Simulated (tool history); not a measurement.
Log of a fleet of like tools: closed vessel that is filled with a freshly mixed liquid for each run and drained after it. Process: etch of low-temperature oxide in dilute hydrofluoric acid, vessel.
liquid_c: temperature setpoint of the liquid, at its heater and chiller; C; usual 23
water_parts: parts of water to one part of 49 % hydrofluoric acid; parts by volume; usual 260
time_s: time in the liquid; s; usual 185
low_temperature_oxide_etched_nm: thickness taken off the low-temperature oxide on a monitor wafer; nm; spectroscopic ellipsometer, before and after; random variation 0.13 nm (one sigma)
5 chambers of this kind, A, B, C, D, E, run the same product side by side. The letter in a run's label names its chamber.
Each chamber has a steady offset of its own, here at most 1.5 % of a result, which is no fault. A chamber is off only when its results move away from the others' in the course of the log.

run,hour,liquid_c,water_parts,time_s,hours since the thermometer was replaced,hours since the hydrofluoric acid flow meter was replaced,"read-back film thickness of the low-temperature oxide reference wafer, read on the same gauge (nm)",low_temperature_oxide_etched_nm
1D,6.8,23,260,185,293.3,597.4,90.028,15.968
2B,12.2,23,260,185,1914.4,34.8,90.01,15.969
3E,17.4,23,260,185,1687.1,938.8,89.99,15.946
# hour 20.3: chamber B: thermometer replaced
4A,24.1,23,260,185,125.3,1526.9,90.01,15.664
5C,30.1,23,260,185,513.8,891.5,90,15.795
6B,39.9,23,260,185,19.6,62.5,90.039,16.18
7E,48,26,260,185,1717.7,969.4,89.938,17.794
8A,55,26,260,185,156.2,1557.8,89.972,17.494
9D,60.1,26,260,185,346.6,650.7,90.018,17.395
10C,71.3,26,260,185,555,932.7,90.043,17.693
11B,82.2,26,260,185,61.9,104.8,89.984,17.845
12C,91.9,23,260,100,575.6,953.3,89.949,8.5912
13A,99.3,23,260,100,200.5,1602.1,89.953,8.4923
14D,107.5,23,260,100,394,698.1,90.021,8.6247
15E,117.9,23,260,100,1787.6,1039.3,89.996,8.5207
16A,129.3,23,260,100,230.5,1632.1,90.031,8.5298
17C,139.7,23,260,185,623.4,1001.1,90.042,15.73
18B,145.2,23,260,185,124.9,167.8,89.99,16.181
19E,152.4,23,260,185,1822.1,1073.8,90.023,15.671
20D,159.6,23,260,185,446.1,750.2,89.99,15.936
21E,166.2,23,260,185,1835.9,1087.6,90.002,15.894
22A,172.2,23,260,185,273.4,1675,89.991,15.8
23C,181.4,23,260,185,665.1,1042.8,89.993,15.746
24B,190.3,23,260,185,170,212.9,90,16.165
# hour 193.9: chamber A: hydrofluoric acid flow meter replaced
25D,195.2,23,260,185,481.7,785.8,89.973,15.788
26B,200.4,23,260,185,180.1,223,89.986,16.082
27C,207.7,23,260,185,691.4,1069.1,89.941,15.803
28E,216.2,23,260,185,1885.9,1137.6,89.984,15.934
29A,224.8,23,260,185,326,30.9,89.985,15.614
30D,230.2,23,260,185,516.7,820.8,90.008,15.618
# hour 235.3: chamber E: hydrofluoric acid flow meter replaced
31E,240.6,23,260,185,1910.3,5.3,89.992,15.722
32A,250.3,23,260,185,351.5,56.4,90.012,15.732
33C,261.1,23,260,185,744.8,1122.5,90.022,15.79

Is one chamber off against the others, does the gauge drift, or is nothing wrong? If a chamber is off, say which, and what the likeliest cause is.

No chamber stands off beyond its own small offset, and the gauge holds steady.
